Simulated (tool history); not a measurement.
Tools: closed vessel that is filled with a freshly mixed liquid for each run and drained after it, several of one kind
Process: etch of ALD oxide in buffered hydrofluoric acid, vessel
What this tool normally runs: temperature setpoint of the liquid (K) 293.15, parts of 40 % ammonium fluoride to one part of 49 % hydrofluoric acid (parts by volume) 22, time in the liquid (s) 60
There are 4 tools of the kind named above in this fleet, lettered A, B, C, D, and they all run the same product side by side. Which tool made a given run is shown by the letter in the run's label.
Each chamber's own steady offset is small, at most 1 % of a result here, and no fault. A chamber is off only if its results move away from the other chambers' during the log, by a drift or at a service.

run,hour,temperature setpoint of the liquid (K),parts of 40 % ammonium fluoride to one part of 49 % hydrofluoric acid (parts by volume),time in the liquid (s),"read-back film thickness of the ALD oxide reference wafer, read on the same gauge (nm)",thickness taken off the ALD oxide on a monitor wafer (angstrom)
1A,7.4,293.15,22,60,130,339.31
2D,19,293.15,22,60,130.04,339.66
3C,25.8,293.15,22,60,129.98,344.11
4B,32.8,293.15,22,60,130.02,340.5
5B,42.3,293.15,22,60,130.01,342.27
6D,51.1,293.15,22,60,130.01,341.94
7A,57.2,293.15,22,60,129.99,344.28
8C,62.9,293.15,22,60,130.02,343.73
9B,70.8,293.15,22,60,130,340.14
10D,80.6,293.15,22,60,129.98,337.49
11A,88.3,293.15,22,60,129.98,337.17
12C,99.8,293.15,22,60,130.03,350.34
13D,108.4,293.15,22,60,130,336.81
14B,113.7,293.15,22,60,130.03,343.23
15C,121.5,293.15,22,60,130,346.66
16A,128.7,293.15,22,60,130,341.23
17C,139.7,293.15,22,60,130.05,348.86
18D,145.6,293.15,22,60,130,337.25
19A,153.7,293.15,22,60,130.02,339.5
20B,165.1,293.15,22,40,129.95,227.88
21C,171,293.15,22,40,130,233.62
22A,180.5,293.15,22,40,130.01,229.21
23D,188.4,293.15,22,40,129.99,231.98
24B,198.6,293.15,22,60,129.99,346.53
25D,207.2,293.15,22,60,130,337.52
26C,217.1,293.15,22,60,129.98,354.61
27A,227.4,293.15,22,60,129.97,343.59
28B,235.1,290.15,22,60,129.98,294.18
29C,243.7,290.15,22,60,130,303.22
30B,250.4,290.15,22,60,130.05,293.37
31A,257.7,290.15,22,60,130.05,281.53
32D,268.4,293.15,22,60,130,339.14
33D,277.9,293.15,22,60,130,340.73
34A,286.1,293.15,17.5,95,129.98,670.14
35C,295.2,293.15,17.5,95,130.03,702.73
36B,305.3,293.15,17.5,95,129.98,662.63
37D,315.3,293.15,17.5,95,129.97,663.3
38B,323,293.15,22,60,130,343.83
39C,331.5,293.15,22,60,130,365.41
40A,340.2,293.15,22,60,130,336.86
41B,346.2,293.15,22,60,130.04,343.28
42C,355.4,293.15,22,60,129.97,365.34
43A,362.2,293.15,22,60,129.97,340.29

Does one chamber stand apart from the rest, does the shared gauge drift, or is all well apart from small per-chamber offsets? Give the chamber and the most likely cause, where there is one.

One chamber, C, drifts off from the rest bit by bit.
Most likely cause: liquid hotter than its thermometer reads (K) = 1.28.
From this log alone, it may not be told apart from: hydrofluoric acid flow above the setpoint (%).

Here are 4 candidates for chamber C's next run, each the usual settings with a change, their results left as question marks. Which one brings its results back in line with what the others give on the usual settings?
A result is in line if it is within this distance of the other chambers' mean on the usual settings: thickness taken off the ALD oxide on a monitor wafer (angstrom) 11
44C-1,370.6,293.15,21.5,60,,?
44C-2,370.6,293.15,22.5,60,,?
44C-3,370.6,292.65,23,60,,?
44C-4,370.6,293.15,20,60,,?

Mean of the other chambers on the usual settings: thickness taken off the ALD oxide on a monitor wafer (angstrom) 341.82
run,thickness taken off the ALD oxide on a monitor wafer (angstrom)
44C-1,371.51
44C-2,359.96
44C-3,344.93
44C-4,390.74
The answer is 44C-3, which returns the chamber to within the allowed miss of the others.
